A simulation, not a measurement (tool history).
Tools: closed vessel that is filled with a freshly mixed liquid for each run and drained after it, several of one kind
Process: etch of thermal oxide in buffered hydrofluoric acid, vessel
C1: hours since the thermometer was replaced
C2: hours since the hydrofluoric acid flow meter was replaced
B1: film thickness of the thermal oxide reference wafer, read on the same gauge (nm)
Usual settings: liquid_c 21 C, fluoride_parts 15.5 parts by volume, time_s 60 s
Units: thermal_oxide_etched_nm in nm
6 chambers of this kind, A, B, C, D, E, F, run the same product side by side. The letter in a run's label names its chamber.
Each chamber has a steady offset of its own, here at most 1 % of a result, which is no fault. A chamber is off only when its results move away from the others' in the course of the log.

{"run": "1E", "hour": 4.2, "liquid_c": 21, "fluoride_parts": 15.5, "time_s": 60, "C1": 523.7, "C2": 1105.8, "B1": 99.96, "thermal_oxide_etched_nm": 37.713}
{"run": "2A", "hour": 7.7, "liquid_c": 21, "fluoride_parts": 15.5, "time_s": 60, "C1": 2195.5, "C2": 999.3, "B1": 100.01, "thermal_oxide_etched_nm": 37.008}
{"run": "3D", "hour": 10.7, "liquid_c": 21, "fluoride_parts": 15.5, "time_s": 60, "C1": 547.1, "C2": 499.6, "B1": 100.02, "thermal_oxide_etched_nm": 37.404}
{"run": "4C", "hour": 15.1, "liquid_c": 21, "fluoride_parts": 15.5, "time_s": 60, "C1": 1594.3, "C2": 826.6, "B1": 99.999, "thermal_oxide_etched_nm": 37.641}
{"run": "5B", "hour": 17.6, "liquid_c": 21, "fluoride_parts": 15.5, "time_s": 60, "C1": 761.1, "C2": 1838.3, "B1": 100.01, "thermal_oxide_etched_nm": 37.087}
{"run": "6F", "hour": 21.8, "liquid_c": 21, "fluoride_parts": 15.5, "time_s": 60, "C1": 60.6, "C2": 674.5, "B1": 100, "thermal_oxide_etched_nm": 37.896}
{"run": "7C", "hour": 25.5, "liquid_c": 21, "fluoride_parts": 15.5, "time_s": 60, "C1": 1604.7, "C2": 837, "B1": 100.04, "thermal_oxide_etched_nm": 37.58}
{"run": "8A", "hour": 29.6, "liquid_c": 21, "fluoride_parts": 15.5, "time_s": 60, "C1": 2217.4, "C2": 1021.2, "B1": 99.999, "thermal_oxide_etched_nm": 37.231}
{"run": "9E", "hour": 34.4, "liquid_c": 21, "fluoride_parts": 15.5, "time_s": 60, "C1": 553.9, "C2": 1136, "B1": 100.01, "thermal_oxide_etched_nm": 37.442}
{"run": "10D", "hour": 39.5, "liquid_c": 21, "fluoride_parts": 15.5, "time_s": 40, "C1": 575.9, "C2": 528.4, "B1": 99.955, "thermal_oxide_etched_nm": 24.948}
{"run": "11B", "hour": 42.8, "liquid_c": 21, "fluoride_parts": 15.5, "time_s": 40, "C1": 786.3, "C2": 1863.5, "B1": 100.03, "thermal_oxide_etched_nm": 24.829}
{"run": "12F", "hour": 45.0, "liquid_c": 21, "fluoride_parts": 15.5, "time_s": 40, "C1": 83.8, "C2": 697.7, "B1": 100.01, "thermal_oxide_etched_nm": 25.211}
{"run": "13B", "hour": 47.6, "liquid_c": 21, "fluoride_parts": 15.5, "time_s": 40, "C1": 791.1, "C2": 1868.3, "B1": 99.994, "thermal_oxide_etched_nm": 24.612}
{"run": "14C", "hour": 51.4, "liquid_c": 21, "fluoride_parts": 15.5, "time_s": 40, "C1": 1630.6, "C2": 862.9, "B1": 99.987, "thermal_oxide_etched_nm": 25.061}
{"run": "15F", "hour": 54.7, "liquid_c": 21, "fluoride_parts": 15.5, "time_s": 40, "C1": 93.5, "C2": 707.4, "B1": 100.04, "thermal_oxide_etched_nm": 25.127}
{"run": "16D", "hour": 57.6, "liquid_c": 21, "fluoride_parts": 15.5, "time_s": 60, "C1": 594, "C2": 546.5, "B1": 99.984, "thermal_oxide_etched_nm": 37.195}
{"run": "17A", "hour": 62.7, "liquid_c": 24, "fluoride_parts": 15.5, "time_s": 30, "C1": 2250.5, "C2": 1054.3, "B1": 100.02, "thermal_oxide_etched_nm": 21.737}
{"run": "18E", "hour": 67.9, "liquid_c": 24, "fluoride_parts": 15.5, "time_s": 30, "C1": 587.4, "C2": 1169.5, "B1": 100.03, "thermal_oxide_etched_nm": 22.124}
{"run": "19E", "hour": 72.7, "liquid_c": 24, "fluoride_parts": 15.5, "time_s": 30, "C1": 592.2, "C2": 1174.3, "B1": 100.02, "thermal_oxide_etched_nm": 22.137}
{"run": "20D", "hour": 75.5, "liquid_c": 24, "fluoride_parts": 15.5, "time_s": 30, "C1": 611.9, "C2": 564.4, "B1": 100, "thermal_oxide_etched_nm": 22.072}
{"run": "21C", "hour": 78.0, "liquid_c": 24, "fluoride_parts": 15.5, "time_s": 30, "C1": 1657.2, "C2": 889.5, "B1": 100, "thermal_oxide_etched_nm": 22.184}
{"run": "22B", "hour": 83.0, "liquid_c": 24, "fluoride_parts": 15.5, "time_s": 30, "C1": 826.5, "C2": 1903.7, "B1": 99.989, "thermal_oxide_etched_nm": 21.869}
{"run": "23F", "hour": 85.9, "liquid_c": 21, "fluoride_parts": 15.5, "time_s": 60, "C1": 124.7, "C2": 738.6, "B1": 99.984, "thermal_oxide_etched_nm": 37.792}
{"run": "24A", "hour": 90.0, "liquid_c": 21, "fluoride_parts": 15.5, "time_s": 60, "C1": 2277.8, "C2": 1081.6, "B1": 100.04, "thermal_oxide_etched_nm": 37.177}
{"run": "25F", "hour": 94.8, "liquid_c": 21, "fluoride_parts": 15.5, "time_s": 60, "C1": 133.6, "C2": 747.5, "B1": 100.01, "thermal_oxide_etched_nm": 37.752}
{"run": "26A", "hour": 98.9, "liquid_c": 21, "fluoride_parts": 15.5, "time_s": 60, "C1": 2286.7, "C2": 1090.5, "B1": 99.994, "thermal_oxide_etched_nm": 37.081}
{"run": "27C", "hour": 101.4, "liquid_c": 18, "fluoride_parts": 15.5, "time_s": 60, "C1": 1680.6, "C2": 912.9, "B1": 99.992, "thermal_oxide_etched_nm": 32.005}
{"run": "28B", "hour": 106.1, "liquid_c": 18, "fluoride_parts": 15.5, "time_s": 60, "C1": 849.6, "C2": 1926.8, "B1": 100.01, "thermal_oxide_etched_nm": 31.314}
{"run": "29E", "hour": 111.2, "liquid_c": 18, "fluoride_parts": 15.5, "time_s": 60, "C1": 630.7, "C2": 1212.8, "B1": 99.981, "thermal_oxide_etched_nm": 31.799}
{"run": "30D", "hour": 115.5, "liquid_c": 18, "fluoride_parts": 15.5, "time_s": 60, "C1": 651.9, "C2": 604.4, "B1": 100, "thermal_oxide_etched_nm": 31.761}
{"run": "31D", "hour": 119.9, "liquid_c": 18, "fluoride_parts": 15.5, "time_s": 60, "C1": 656.3, "C2": 608.8, "B1": 99.995, "thermal_oxide_etched_nm": 31.455}
{"run": "32C", "hour": 123.9, "liquid_c": 18, "fluoride_parts": 15.5, "time_s": 60, "C1": 1703.1, "C2": 935.4, "B1": 100.03, "thermal_oxide_etched_nm": 31.881}
{"run": "33F", "hour": 127.4, "liquid_c": 21, "fluoride_parts": 15.5, "time_s": 60, "C1": 166.2, "C2": 780.1, "B1": 100.01, "thermal_oxide_etched_nm": 38}
{"run": "34B", "hour": 130.5, "liquid_c": 21, "fluoride_parts": 15.5, "time_s": 90, "C1": 874, "C2": 1951.2, "B1": 100.01, "thermal_oxide_etched_nm": 55.288}
{"run": "35A", "hour": 134.2, "liquid_c": 21, "fluoride_parts": 15.5, "time_s": 90, "C1": 2322, "C2": 1125.8, "B1": 99.963, "thermal_oxide_etched_nm": 55.617}
{"run": "36E", "hour": 138.5, "liquid_c": 21, "fluoride_parts": 15.5, "time_s": 90, "C1": 658, "C2": 1240.1, "B1": 100.01, "thermal_oxide_etched_nm": 56.492}
{"run": "37F", "hour": 141.0, "liquid_c": 21, "fluoride_parts": 15.5, "time_s": 90, "C1": 179.8, "C2": 793.7, "B1": 99.996, "thermal_oxide_etched_nm": 56.77}

Next, every chamber runs the same settings. What will each give?
{"run": "38A", "hour": 144.7, "liquid_c": 21, "fluoride_parts": 15.5, "time_s": 60, "thermal_oxide_etched_nm": "?"}
{"run": "38B", "hour": 144.7, "liquid_c": 21, "fluoride_parts": 15.5, "time_s": 60, "thermal_oxide_etched_nm": "?"}
{"run": "38C", "hour": 144.7, "liquid_c": 21, "fluoride_parts": 15.5, "time_s": 60, "thermal_oxide_etched_nm": "?"}
{"run": "38D", "hour": 144.7, "liquid_c": 21, "fluoride_parts": 15.5, "time_s": 60, "thermal_oxide_etched_nm": "?"}
{"run": "38E", "hour": 144.7, "liquid_c": 21, "fluoride_parts": 15.5, "time_s": 60, "thermal_oxide_etched_nm": "?"}
{"run": "38F", "hour": 144.7, "liquid_c": 21, "fluoride_parts": 15.5, "time_s": 60, "thermal_oxide_etched_nm": "?"}

run=38A thermal_oxide_etched_nm=37.003
run=38B thermal_oxide_etched_nm=37.247
run=38C thermal_oxide_etched_nm=38.058
run=38D thermal_oxide_etched_nm=37.605
run=38E thermal_oxide_etched_nm=37.809
run=38F thermal_oxide_etched_nm=37.837
